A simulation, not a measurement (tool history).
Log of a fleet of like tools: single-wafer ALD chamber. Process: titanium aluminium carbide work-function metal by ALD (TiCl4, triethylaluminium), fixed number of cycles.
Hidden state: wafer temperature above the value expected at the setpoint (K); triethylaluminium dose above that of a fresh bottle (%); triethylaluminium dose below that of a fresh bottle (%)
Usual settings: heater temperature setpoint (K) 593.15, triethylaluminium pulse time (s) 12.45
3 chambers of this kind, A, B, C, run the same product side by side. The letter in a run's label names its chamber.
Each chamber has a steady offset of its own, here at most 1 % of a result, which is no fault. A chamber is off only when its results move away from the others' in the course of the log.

run   hour  heater temperature setpoint (K)  triethylaluminium pulse time (s)  hours since the last thermocouple change  hours since the last triethylaluminium bottle change  read-back reference wafer on the same gauge, thickness_nm  mean film thickness on the monitor wafer (angstrom)
 1B    5.9                           593.15                             12.45                                     233.8                                                1090.2                                                     2.3503                                               22.068
 2A     11                           593.15                             12.45                                    1977.7                                                1234.1                                                     2.3507                                                22.28
 3C   16.6                           593.15                             12.45                                    1776.5                                                 292.6                                                     2.3508                                               22.325
 4B   23.2                           593.15                             12.45                                     251.1                                                1107.5                                                     2.3515                                               22.093
 5C     30                           593.15                             12.45                                    1789.9                                                   306                                                     2.3519                                               22.358
 6A   34.4                           593.15                              8.64                                    2001.1                                                1257.5                                                     2.3521                                               21.396
 7A   40.8                           593.15                              8.64                                    2007.5                                                1263.9                                                     2.3527                                               21.452
      46.8  -- chamber A: thermocouple changed; heater temperature recalibrated
 8C   47.4                           593.15                              8.64                                    1807.3                                                 323.4                                                     2.3534                                               21.539
 9B   53.8                           593.15                             10.91                                     281.7                                                1138.1                                                      2.353                                               21.905
10A   57.1                           593.15                             10.91                                      10.3                                                1280.2                                                      2.354                                               22.151
11C   62.4                           593.15                             10.91                                    1822.3                                                 338.4                                                      2.354                                               22.129
12B   67.9                           593.15                             12.45                                     295.8                                                1152.2                                                     2.3553                                               22.086
13A   72.3                           593.15                             15.26                                      25.5                                                1295.4                                                     2.3546                                               22.541
14C   78.5                           593.15                             15.26                                    1838.4                                                 354.5                                                     2.3554                                               22.533
15B   81.9                           593.15                             15.26                                     309.8                                                1166.2                                                     2.3558                                                22.35
16A   89.1                           593.15                             12.45                                      42.3                                                1312.2                                                     2.3564                                               22.315
17B   96.4                           580.15                             10.81                                     324.3                                                1180.7                                                     2.3568                                               20.755
18C  102.4                           580.15                             10.81                                    1862.3                                                 378.4                                                      2.357                                               20.968
19B  109.5                           580.15                             10.81                                     337.4                                                1193.8                                                     2.3581                                               20.745
20C  117.2                           593.15                             14.25                                    1877.1                                                 393.2                                                     2.3579                                               22.497
21A  123.3                           593.15                             14.25                                      76.5                                                1346.4                                                     2.3582                                               22.562
22A  128.2                           593.15                             14.25                                      81.4                                                1351.3                                                     2.3584                                               22.592
23C  135.8                           593.15                             14.89                                    1895.7                                                 411.8                                                       2.36                                               22.514
24B  139.1                           593.15                             14.89                                       367                                                1223.4                                                     2.3603                                               22.356
25C  146.4                           593.15                             14.89                                    1906.3                                                 422.4                                                     2.3611                                                22.57
26A  150.2                           593.15                             12.45                                     103.4                                                1373.3                                                     2.3605                                               22.367
27B  157.5                           593.15                             12.45                                     385.4                                                1241.8                                                      2.361                                               22.131
28B  164.2                           593.15                             12.45                                     392.1                                                1248.5                                                     2.3613                                               22.189
29C  170.5                           593.15                             12.45                                    1930.4                                                 446.5                                                     2.3621                                               22.422
     171.9  -- chamber A: triethylaluminium bottle replaced
30A  177.1                           593.15                             12.45                                     130.3                                                   5.2                                                     2.3628                                               22.422
31A  183.7                           593.15                             12.45                                     136.9                                                  11.8                                                     2.3631                                               22.454
32B  187.7                           593.15                             12.45                                     415.6                                                  1272                                                     2.3637                                               22.217

Next, every chamber runs the same settings. What will each give?
33A  193.2                           593.15                             12.45                                                                                                                                                                                                               ?
33B  193.2                           593.15                             12.45                                                                                                                                                                                                               ?
33C  193.2                           593.15                             12.45                                                                                                                                                                                                               ?

run  mean film thickness on the monitor wafer (angstrom)
33A                                               22.416
33B                                               22.175
33C                                               22.462

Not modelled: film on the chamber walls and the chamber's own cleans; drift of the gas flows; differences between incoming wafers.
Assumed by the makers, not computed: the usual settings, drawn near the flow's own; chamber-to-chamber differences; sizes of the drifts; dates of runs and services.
